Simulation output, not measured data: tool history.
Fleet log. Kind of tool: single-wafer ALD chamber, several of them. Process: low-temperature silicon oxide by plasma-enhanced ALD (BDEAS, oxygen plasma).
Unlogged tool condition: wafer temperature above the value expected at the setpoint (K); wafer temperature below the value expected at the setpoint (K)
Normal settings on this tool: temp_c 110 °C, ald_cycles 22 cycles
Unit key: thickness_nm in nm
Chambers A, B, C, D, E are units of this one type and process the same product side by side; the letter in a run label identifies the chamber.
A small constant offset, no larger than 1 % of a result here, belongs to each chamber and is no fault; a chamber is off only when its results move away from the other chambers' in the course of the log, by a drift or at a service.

run,hour,temp_c,ald_cycles,hours since the last thermocouple change,"read-back reference wafer on the same gauge, thickness_nm",thickness_nm
1E,3.7,110,22,625.8,3.3322,3.1046
2A,7.4,110,22,193.3,3.3321,3.086
# hour 10: chamber C: thermocouple changed; heater temperature recalibrated
3C,11.9,110,22,2,3.3306,3.069
4B,19.2,110,22,1126.7,3.3296,3.0991
5D,24.5,110,22,806.7,3.3286,3.1068
6D,31.1,104,22,813.3,3.3286,3.1108
7E,38.1,104,22,660.2,3.3304,3.1065
8B,43.9,104,22,1151.4,3.3334,3.1332
9A,48.1,104,22,234,3.3306,3.1089
10C,54.6,104,22,44.7,3.3302,3.0992
11A,62.2,114,20,248.1,3.33,2.7841
12B,68.3,114,20,1175.8,3.3332,2.8169
13E,73.1,114,20,695.2,3.3303,2.7769
14C,79.9,114,20,70,3.3315,2.7811
15D,86.1,114,20,868.3,3.3314,2.7729
16A,91.9,110,22,277.8,3.3348,3.0739
17B,98.6,110,22,1206.1,3.3319,3.0785
18C,102.5,110,22,92.6,3.3333,3.0772
19D,109.9,110,22,892.1,3.3324,3.0866
20E,116.5,110,22,738.6,3.3308,3.0732
21A,122.1,110,22,308,3.3277,3.0952
22B,127.4,110,22,1234.9,3.3309,3.1294
23C,132.3,117,20,122.4,3.3301,2.7739
24E,138.7,117,20,760.8,3.3273,2.7717
25D,142.1,117,20,924.3,3.3287,2.7655
26A,146.2,117,20,332.1,3.3348,2.7632
27D,153.2,117,20,935.4,3.3321,2.78
28C,159.1,110,22,149.2,3.3309,3.0682
29E,166.7,110,22,788.8,3.3288,3.0722
30B,170.5,110,22,1278,3.3321,3.094
31A,175.2,110,22,361.1,3.3309,3.0939
32E,179,110,22,801.1,3.3316,3.0789
33C,185.2,110,22,175.3,3.3291,3.0813
34D,191.3,110,22,973.5,3.333,3.0952
35B,197.6,110,22,1305.1,3.3317,3.1151
36C,204.6,110,22,194.7,3.3303,3.0977
37D,211.9,110,22,994.1,3.328,3.059
38A,219,110,22,404.9,3.3284,3.0627
39B,223.4,110,22,1330.9,3.3316,3.1317
40E,229.6,110,22,851.7,3.3343,3.0847
41D,236.1,102,20,1018.3,3.3284,2.8503
42E,240.8,102,20,862.9,3.3313,2.8438
43C,244.2,102,20,234.3,3.3342,2.8385

What goes on in this fleet: one chamber off, a drifting gauge, or nothing beyond the chambers' own small offsets? Name the chamber and the cause, if any.

No chamber stands off beyond its own small offset, and the gauge holds steady.
